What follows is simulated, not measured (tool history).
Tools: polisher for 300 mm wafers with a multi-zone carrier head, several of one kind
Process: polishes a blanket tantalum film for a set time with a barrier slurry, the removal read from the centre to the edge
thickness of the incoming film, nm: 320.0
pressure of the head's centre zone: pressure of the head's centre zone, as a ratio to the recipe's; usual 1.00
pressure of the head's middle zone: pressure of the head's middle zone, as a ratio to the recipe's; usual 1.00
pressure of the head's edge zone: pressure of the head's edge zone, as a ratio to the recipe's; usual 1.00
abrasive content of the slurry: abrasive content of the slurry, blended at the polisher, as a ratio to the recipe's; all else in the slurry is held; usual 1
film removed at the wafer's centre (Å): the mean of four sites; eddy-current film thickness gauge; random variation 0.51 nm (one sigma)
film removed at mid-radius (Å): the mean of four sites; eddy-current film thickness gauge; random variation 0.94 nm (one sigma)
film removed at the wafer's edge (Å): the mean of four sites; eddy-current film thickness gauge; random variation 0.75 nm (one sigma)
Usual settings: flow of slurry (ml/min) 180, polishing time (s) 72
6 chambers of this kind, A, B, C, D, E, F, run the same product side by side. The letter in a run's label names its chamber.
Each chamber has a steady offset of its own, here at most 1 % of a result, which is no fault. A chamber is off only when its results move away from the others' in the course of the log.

run   hour  flow of slurry (ml/min)  pressure of the head's centre zone  pressure of the head's middle zone  pressure of the head's edge zone  abrasive content of the slurry  polishing time (s)  film removed at the wafer's centre (Å)  film removed at mid-radius (Å)  film removed at the wafer's edge (Å)
 1C    2.4                      180                                1.00                                1.00                              1.00                               1                  72                                  814.12                          803.52                                823.50
 2F    5.4                      180                                1.00                                1.00                              1.00                               1                  72                                  810.46                          813.51                                815.88
       7.4  -- chamber F: worn pad replaced by a new one
 3B    7.9                      180                                1.00                                1.00                              1.00                               1                  72                                  811.65                          793.49                                813.38
       8.9  -- chamber B: worn pad replaced by a new one
 4E   12.1                      180                                1.00                                1.00                              1.00                               1                  72                                  814.93                          795.97                                814.25
      13.9  -- chamber D: worn pad replaced by a new one
 5A   15.5                      180                                1.00                                1.00                              1.00                               1                  72                                  805.63                          805.27                                818.47
      16.5  -- chamber A: worn pad replaced by a new one
      17.9  -- chamber C: worn pad replaced by a new one
 6D   19.1                      180                                1.00                                1.00                              1.00                               1                  72                                  795.70                          816.75                                812.51
 7B   21.2                      180                                1.00                                1.00                              1.00                               1                  72                                  799.47                          814.53                                816.66
 8E   24.7                      180                                1.00                                1.00                              1.00                               1                  72                                  807.68                          819.77                                819.26
      26.7  -- chamber B: slurry nozzle cleaned
 9D   28.8                      180                                1.00                                1.00                              1.00                               1                  72                                  806.49                          808.12                                812.08
10C   33.1                      180                                1.00                                1.00                              1.00                               1                  72                                  817.84                          793.31                                816.49
11F   35.2                      180                                1.00                                1.00                              1.00                               1                  72                                  814.35                          815.56                                795.34
12A   39.1                      180                                1.00                                1.00                              1.00                               1                  72                                  814.83                          820.33                                809.68
13B   42.4                      180                                1.00                                1.00                              1.00                               1                  72                                  804.41                          810.41                                813.69
14F   45.0                      180                                1.00                                1.00                              1.00                               1                  72                                  819.67                          801.72                                805.20
15D   47.0                      180                                1.00                                1.00                              1.00                               1                  72                                  799.88                          812.33                                800.19
      47.3  -- chamber E: worn pad replaced by a new one
16A   50.3                      180                                1.00                                1.06                              1.05                               1                  72                                  815.74                          860.28                                844.98
17E   54.0                      180                                1.00                                1.06                              1.05                               1                  72                                  814.37                          861.43                                855.45
18C   57.3                      180                                1.00                                1.06                              1.05                               1                  72                                  828.69                          848.45                                841.83
19B   59.7                      180                                1.00                                1.06                              1.05                               1                  72                                  799.28                          852.78                                820.89
      60.3  -- chamber C: worn pad replaced by a new one
20C   63.8                      180                                1.00                                1.06                              1.05                               1                  72                                  835.50                          842.77                                839.81
21D   65.9                      180                                1.00                                1.06                              1.05                               1                  72                                  809.75                          863.76                                828.64
22F   68.9                      180                                1.00                                1.00                              1.00                               1                  72                                  805.87                          829.43                                815.83
23E   73.0                      180                                1.00                                1.00                              1.00                               1                  72                                  802.45                          811.18                                807.91
24A   75.1                      180                                1.00                                1.00                              1.00                               1                  72                                  814.39                          813.71                                810.99
25C   78.2                      180                                1.00                                1.00                              1.00                               1                  72                                  847.57                          794.65                                832.73
26A   80.4                      180                                1.00                                1.00                              1.00                               1                  72                                  813.30                          825.06                                825.74
      82.8  -- chamber F: slurry nozzle cleaned
27E   83.3                      180                                1.00                                1.00                              1.00                               1                  72                                  804.34                          807.00                                820.43
28B   85.6                      180                                1.00                                1.00                              1.00                               1                  72                                  807.50                          815.59                                804.36
29F   88.3                      180                                1.00                                1.00                              1.00                               1                  72                                  817.18                          825.44                                813.54
30D   90.4                      180                                1.00                                1.00                              1.00                               1                  83                                  935.82                          941.68                                935.65
31B   93.8                      180                                1.00                                1.00                              1.00                               1                  83                                  930.82                          930.46                                940.43
32E   97.5                      180                                1.00                                1.00                              1.00                               1                  83                                  937.13                          925.51                                938.87
33C  101.4                      180                                1.00                                1.00                              1.00                               1                  83                                  969.92                          923.83                                941.20
     102.1  -- chamber A: worn pad replaced by a new one
     102.8  -- chamber F: worn pad replaced by a new one
34D  105.4                      180                                1.00                                1.00                              1.00                               1                  83                                  924.57                          945.99                                929.93
     107.8  -- chamber C: worn pad replaced by a new one
35A  108.1                      180                                1.00                                1.00                              1.00                               1                  83                                  935.62                          945.32                                945.66
36F  111.8                      180                                1.00                                1.00                              1.00                               1                  72                                  816.98                          819.13                                804.14
     113.8  -- chamber D: worn pad replaced by a new one
37C  114.5                      180                                1.00                                1.00                              1.00                               1                  72                                  851.34                          810.49                                806.31
38B  118.7                      180                                1.00                                1.00                              1.00                               1                  72                                  806.73                          803.80                                805.09
39D  121.2                      180                                0.89                                1.00                              1.00                               1                  72                                  706.21                          826.67                                806.64

Next, every chamber runs the same settings. What will each give?
40A  124.2                      180                                1.00                                1.00                              1.00                               1                  72                                       ?                               ?                                     ?
40B  124.2                      180                                1.00                                1.00                              1.00                               1                  72                                       ?                               ?                                     ?
40C  124.2                      180                                1.00                                1.00                              1.00                               1                  72                                       ?                               ?                                     ?
40D  124.2                      180                                1.00                                1.00                              1.00                               1                  72                                       ?                               ?                                     ?
40E  124.2                      180                                1.00                                1.00                              1.00                               1                  72                                       ?                               ?                                     ?
40F  124.2                      180                                1.00                                1.00                              1.00                               1                  72                                       ?                               ?                                     ?

run  film removed at the wafer's centre (Å)  film removed at mid-radius (Å)  film removed at the wafer's edge (Å)
40A                                  818.44                          820.46                                809.83
40B                                  809.54                          825.47                                815.09
40C                                  855.97                          798.08                                809.78
40D                                  800.43                          826.98                                808.63
40E                                  819.82                          803.52                                811.30
40F                                  809.00                          794.45                                821.26

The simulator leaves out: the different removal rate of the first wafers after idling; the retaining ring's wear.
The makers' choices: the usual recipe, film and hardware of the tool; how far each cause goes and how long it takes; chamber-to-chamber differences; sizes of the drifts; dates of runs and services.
